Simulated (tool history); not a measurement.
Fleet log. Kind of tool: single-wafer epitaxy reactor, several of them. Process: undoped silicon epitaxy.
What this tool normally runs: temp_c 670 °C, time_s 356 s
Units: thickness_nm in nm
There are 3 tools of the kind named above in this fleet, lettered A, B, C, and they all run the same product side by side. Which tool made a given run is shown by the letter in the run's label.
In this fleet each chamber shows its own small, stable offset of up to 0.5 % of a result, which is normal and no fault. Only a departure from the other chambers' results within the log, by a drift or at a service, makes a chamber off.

run   hour  temp_c  time_s  hours since the last pyrometer calibration  read-back reference wafer on the same gauge, thickness_nm  thickness_nm
 1B    3.3     670     356                                      2232.6                                                     106.78        91.092
 2C    8.0     670     356                                      2594.4                                                     106.73        91.712
 3A   12.3     670     356                                      1882.9                                                     106.78        91.073
 4A   14.8     670     356                                      1885.4                                                     106.88        91.827
 5C   17.6     670     356                                      2604.0                                                     106.84        91.999
 6B   22.3     670     356                                      2251.6                                                     106.80        91.256
 7C   27.5     670     356                                      2613.9                                                     106.76        91.519
 8A   31.1     662     409                                      1901.7                                                     106.80        89.512
 9B   34.2     662     409                                      2263.5                                                     106.85        88.916
10B   37.3     662     409                                      2266.6                                                     106.75        89.098
11A   42.9     656     356                                      1913.5                                                     106.82        68.565
      45.1  -- chamber C: pyrometer calibrated
12C   48.6     656     356                                         3.5                                                     106.82        69.794
13C   51.2     656     356                                         6.1                                                     106.85        69.945
14A   55.8     657     335                                      1926.4                                                     106.82        65.909
15B   59.5     657     335                                      2288.8                                                     106.79        65.434
16B   64.5     657     335                                      2293.8                                                     106.85        65.211
17A   69.7     670     356                                      1940.3                                                     106.77        91.480
18C   73.7     670     356                                        28.6                                                     106.81        93.862
19C   78.8     670     356                                        33.7                                                     106.82        94.133
20A   82.9     670     356                                      1953.5                                                     106.85        91.641
21B   86.2     670     356                                      2315.5                                                     106.78        91.372
22C   91.3     670     356                                        46.2                                                     106.80        94.543
23A   94.8     670     356                                      1965.4                                                     106.81        91.505
24B   99.2     670     356                                      2328.5                                                     106.82        90.902
25B  103.1     670     356                                      2332.4                                                     106.76        90.951
26C  107.0     670     356                                        61.9                                                     106.88        94.260
27A  112.7     670     356                                      1983.3                                                     106.81        91.629
28A  115.8     670     356                                      1986.4                                                     106.74        92.159
29B  119.6     670     356                                      2348.9                                                     106.79        91.342
30C  124.6     670     356                                        79.5                                                     106.84        93.883
31C  128.4     670     356                                        83.3                                                     106.84        94.574

Each of the 3 chambers runs these same settings next. Fill in every chamber's results:
32A  132.5     670     356                                                                                                                    ?
32B  132.5     670     356                                                                                                                    ?
32C  132.5     670     356                                                                                                                    ?

run  thickness_nm
32A        91.840
32B        91.355
32C        94.737
